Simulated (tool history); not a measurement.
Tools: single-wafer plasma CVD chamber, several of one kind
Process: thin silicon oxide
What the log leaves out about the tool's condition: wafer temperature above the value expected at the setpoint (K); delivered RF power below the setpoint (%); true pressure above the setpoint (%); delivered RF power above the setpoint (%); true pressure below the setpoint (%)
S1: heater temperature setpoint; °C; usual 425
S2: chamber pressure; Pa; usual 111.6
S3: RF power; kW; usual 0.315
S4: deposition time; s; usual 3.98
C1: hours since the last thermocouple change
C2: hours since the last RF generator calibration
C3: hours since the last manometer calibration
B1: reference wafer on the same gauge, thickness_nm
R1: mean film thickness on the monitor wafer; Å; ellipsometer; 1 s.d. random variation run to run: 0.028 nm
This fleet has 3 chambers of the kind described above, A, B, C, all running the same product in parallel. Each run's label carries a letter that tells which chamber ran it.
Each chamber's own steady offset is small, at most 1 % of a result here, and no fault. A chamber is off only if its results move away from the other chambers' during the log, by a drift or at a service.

run   hour   S1     S2     S3    S4      C1      C2      C3      B1      R1
 1A    9.9  425  111.6  0.315  3.98     907   652.6     721  6.5819  77.104
 2C   18.1  425  111.6  0.315  3.98  3108.3   257.2  1400.9  6.5769  76.453
      20.6  -- chamber C: capacitance manometer re-zeroed and calibrated
 3B   31.9  425  111.6  0.315  3.98   529.3  1055.4    1058  6.5754  77.623
 4C   42.2  425  111.6  0.315  3.98  3132.4   281.3    21.7  6.5825   76.79
 5B   52.6  435  122.1  0.315  3.98     550  1076.1  1078.7  6.5739  82.564
 6A   59.9  435  122.1  0.315  3.98     957   702.6     771  6.5812  82.999
 7B   75.6  435  122.1  0.315  3.98     573  1099.1  1101.7  6.5786  82.027
      85.6  -- chamber C: thermocouple changed; heater temperature recalibrated
 8C   89.2  425  111.6  0.315  3.98     3.7   328.3    68.7  6.5788  76.134
      93.7  -- chamber B: capacitance manometer re-zeroed and calibrated
 9A  103.1  438  111.6  0.315  3.98  1000.2   745.8   814.2  6.5825  76.314
10A  109.8  438  111.6  0.315  3.98  1006.9   752.5   820.9  6.5794   76.59
11C  117.1  438  111.6  0.315  3.98    31.6   356.2    96.6  6.5694  75.666
12B  126.6  425  111.6  0.315  3.98     624  1150.1      33  6.5817  77.333
13C  137.5  425  111.6  0.315  3.98      52   376.6     117  6.5781  76.835
14B  146.4  425  111.6  0.315  3.98   643.8  1169.9    52.8  6.5794  77.158
15A    161  425  111.6  0.315  3.98  1058.1   803.7   872.1  6.5765  76.862
16A  175.6  425  111.6  0.315  3.98  1072.7   818.3   886.7  6.5804   77.01
17B  183.8  425  111.6  0.315  3.98   681.2  1207.3    90.2  6.5808  76.668
18C  193.7  425  111.6  0.315  3.98   108.2   432.8   173.2  6.5776   76.96
19B  201.6  425  111.6  0.315  3.98     699  1225.1     108   6.579  76.953
20A  208.5  425  111.6  0.315  3.98  1105.6   851.2   919.6  6.5806  77.103
21C  220.4  425  111.6  0.365  3.98   134.9   459.5   199.9  6.5778  80.839
22B  233.8  425  111.6  0.365  3.98   731.2  1257.3   140.2  6.5835  81.469
23C  242.1  425  111.6  0.365  3.98   156.6   481.2   221.6  6.5791  80.754
24A  250.9  425  111.6  0.315  3.98    1148   893.6     962  6.5778  77.437
25C  262.6  425  111.6  0.315  3.98   177.1   501.7   242.1  6.5821  76.416
26B    276  425  128.3  0.315  3.98   773.4  1299.5   182.4  6.5794  86.829
27A  283.4  425  128.3  0.315  3.98  1180.5   926.1   994.5  6.5819   86.79
28A  294.8  425  128.3  0.315  3.98  1191.9   937.5  1005.9  6.5788  87.773
29B  305.1  425  111.6  0.315  3.98   802.5  1328.6   211.5  6.5787  76.714
30C  319.8  425  111.6  0.315  3.98   234.3   558.9   299.3  6.5776  76.202
31A  331.1  425  111.6  0.315  3.98  1228.2   973.8  1042.2  6.5721   78.51
32C  341.3  425  111.6  0.315  3.98   255.8   580.4   320.8  6.5791  76.352
33B  353.9  425  111.6  0.315  3.98   851.3  1377.4   260.3  6.5829  76.772
34A  360.9  425  111.6  0.315  3.98    1258  1003.6    1072   6.584  78.339
35C  368.3  425  111.6  0.315  3.98   282.8   607.4   347.8  6.5877  76.647
36B  379.2  425  111.6  0.315  3.98   876.6  1402.7   285.6  6.5817  76.659
37B  386.4  425  111.6  0.315  3.98   883.8  1409.9   292.8  6.5809  76.961
38C  401.9  425  111.6  0.315  3.98   316.4     641   381.4  6.5805  77.362
39A  413.9  425  111.6  0.315  3.98    1311  1056.6    1125  6.5787  78.287
40A  424.6  425  111.6  0.315  3.98  1321.7  1067.3  1135.7    6.58  78.547
41C  439.5  425  111.6  0.315  3.98     354   678.6     419  6.5873  76.463
     446.8  -- chamber B: thermocouple changed; heater temperature recalibrated
42B  453.8  425  111.6  0.315  3.98       7  1477.3   360.2  6.5806  76.813
43B    467  425  111.6  0.315  3.98    20.2  1490.5   373.4  6.5802  76.731
44A  473.7  425  111.6  0.315  3.98  1370.8  1116.4  1184.8  6.5808  79.438

All chambers now run identical settings, listed one chamber a line with results as question marks. What results will each chamber show?
45A   485  425  111.6  0.315  3.98                   ?
45B   485  425  111.6  0.315  3.98                   ?
45C   485  425  111.6  0.315  3.98                   ?

run      R1
45A  79.389
45B  76.785
45C  76.211
